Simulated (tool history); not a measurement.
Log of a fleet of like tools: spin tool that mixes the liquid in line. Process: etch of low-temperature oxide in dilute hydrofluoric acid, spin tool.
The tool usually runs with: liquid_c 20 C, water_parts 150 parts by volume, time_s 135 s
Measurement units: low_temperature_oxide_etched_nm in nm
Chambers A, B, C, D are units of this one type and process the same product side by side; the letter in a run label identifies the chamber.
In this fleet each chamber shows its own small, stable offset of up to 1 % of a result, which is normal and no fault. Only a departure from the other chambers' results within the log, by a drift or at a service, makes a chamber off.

run,hour,liquid_c,water_parts,time_s,"read-back film thickness of the low-temperature oxide reference wafer, read on the same gauge (nm)",low_temperature_oxide_etched_nm
1A,3.2,20,150,135,50.027,11.616
2C,6.5,20,150,135,50.016,11.847
3B,11.1,20,150,135,49.994,11.5
4D,15.9,20,150,135,50.048,11.684
5B,20.5,17.5,80,135,49.977,21.332
6A,23.5,17.5,80,135,50.047,20.709
7C,27.5,17.5,80,135,50.009,21.16
8D,30.5,17.5,80,135,50.012,21.222
9A,36.7,20,185,135,50.035,9.2582
10D,42,20,185,135,50.012,9.1995
11B,46.1,20,185,135,50.019,9.0582
12C,50.8,20,185,135,50.016,9.035
13D,56.3,20,150,135,50.017,11.729
14A,60.3,20,150,135,49.988,11.734
15C,64.9,20,150,135,49.996,11.526
16B,70.5,20,150,135,49.993,11.431
17B,75.3,20,150,135,50.008,11.447
18D,81.1,20,150,135,50.009,11.525
19A,84.5,20,150,135,50.03,11.621
20C,89.2,20,150,135,50.008,11.42
21D,95.1,20,195,170,49.971,10.681
22C,98,20,195,170,49.984,10.622
23A,102.7,20,195,170,50.01,10.897
24B,107.6,20,195,170,49.989,10.47
25D,111.6,20,150,135,49.94,11.623
26C,117.5,20,150,135,50.015,10.99
27B,121.5,20,150,135,50.003,11.48
28A,127.7,20,150,135,50.008,11.861
29A,131.2,17,210,135,49.992,7.1425
30D,135.7,17,210,135,50.019,6.9816
31C,139.7,17,210,135,49.987,6.5161
32B,145.2,17,210,135,50.012,6.8862
33B,148.7,20,210,55,49.973,3.2158
# hour 149.1: chamber D: hydrofluoric acid flow meter replaced
34D,153.1,20,210,55,50.011,3.1977
35C,159.2,20,210,55,50.024,2.932
36A,162.9,20,210,55,50.011,3.1554
37B,168.3,20,150,135,49.959,11.69
38C,172.5,20,150,135,49.975,10.434

All 4 chambers run these settings next. Forecast each chamber's results:
39A,176.9,20,150,135,,?
39B,176.9,20,150,135,,?
39C,176.9,20,150,135,,?
39D,176.9,20,150,135,,?

run,low_temperature_oxide_etched_nm
39A,11.53
39B,11.495
39C,10.337
39D,11.629
